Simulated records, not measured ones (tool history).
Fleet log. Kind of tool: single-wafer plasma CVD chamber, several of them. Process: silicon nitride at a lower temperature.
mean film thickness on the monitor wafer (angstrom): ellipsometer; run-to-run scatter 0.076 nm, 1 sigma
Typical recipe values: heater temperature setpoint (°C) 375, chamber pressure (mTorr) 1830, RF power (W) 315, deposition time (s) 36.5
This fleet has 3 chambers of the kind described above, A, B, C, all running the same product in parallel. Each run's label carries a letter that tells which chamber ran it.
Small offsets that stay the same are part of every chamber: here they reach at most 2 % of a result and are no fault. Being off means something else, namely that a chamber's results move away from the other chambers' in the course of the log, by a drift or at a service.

run,hour,heater temperature setpoint (°C),chamber pressure (mTorr),RF power (W),deposition time (s),"read-back reference wafer on the same gauge, thickness_nm",mean film thickness on the monitor wafer (angstrom)
1C,13.3,375,1830,315,36.5,37.798,457.12
2B,28.7,375,1830,315,36.5,37.822,462.82
3A,38.1,375,1830,315,36.5,37.812,453.89
4A,45.1,375,1830,315,36.5,37.847,455.46
5B,60.1,375,1830,315,36.5,37.847,464.26
6C,73.9,375,1830,315,36.5,37.869,459.12
# hour 82.9: chamber C: thermocouple changed; heater temperature recalibrated
7C,83.8,375,1830,315,36.5,37.857,457.10
8B,99.0,375,1830,315,36.5,37.885,465.10
9A,114.9,375,1830,315,36.5,37.877,455.16
# hour 125.9: chamber B: thermocouple changed; heater temperature recalibrated
10B,127.6,375,1830,315,36.5,37.894,463.89
11A,139.8,375,1830,315,36.5,37.883,456.82
12C,152.2,384,1830,280,36.5,37.900,422.86
13A,160.0,384,1830,280,36.5,37.902,418.77
14B,175.1,384,1830,280,36.5,37.925,428.06
15C,190.9,375,1830,315,36.5,37.936,459.05
16A,206.1,375,1830,315,36.5,37.951,455.55
17B,215.2,375,1830,315,36.5,37.948,465.66
18C,228.3,387,1830,355,36.5,37.954,494.58
19A,236.3,387,1830,355,36.5,37.951,489.51
20C,249.7,387,1830,355,36.5,37.970,492.97
21B,263.3,375,1830,315,36.5,37.988,466.56
22C,272.1,375,1830,315,36.5,37.994,459.69
23A,283.4,375,1830,315,36.5,37.994,455.71
24B,294.9,375,1830,315,39.4,38.009,502.63
25C,309.5,375,1830,315,39.4,38.013,495.38
26B,317.2,375,1830,315,39.4,38.011,502.39
27A,332.1,375,1830,315,36.5,38.030,457.51
28C,340.8,375,1830,315,36.5,38.036,460.60
29A,355.9,375,1830,315,36.5,38.042,455.61

What goes on in this fleet: one chamber off, a drifting gauge, or nothing beyond the chambers' own small offsets? Name the chamber and the cause, if any.

Every chamber seems to shift together because the gauge that measures them all drifts; the chambers themselves are fine.
Cause: gauge reads high (%) = 0.69.

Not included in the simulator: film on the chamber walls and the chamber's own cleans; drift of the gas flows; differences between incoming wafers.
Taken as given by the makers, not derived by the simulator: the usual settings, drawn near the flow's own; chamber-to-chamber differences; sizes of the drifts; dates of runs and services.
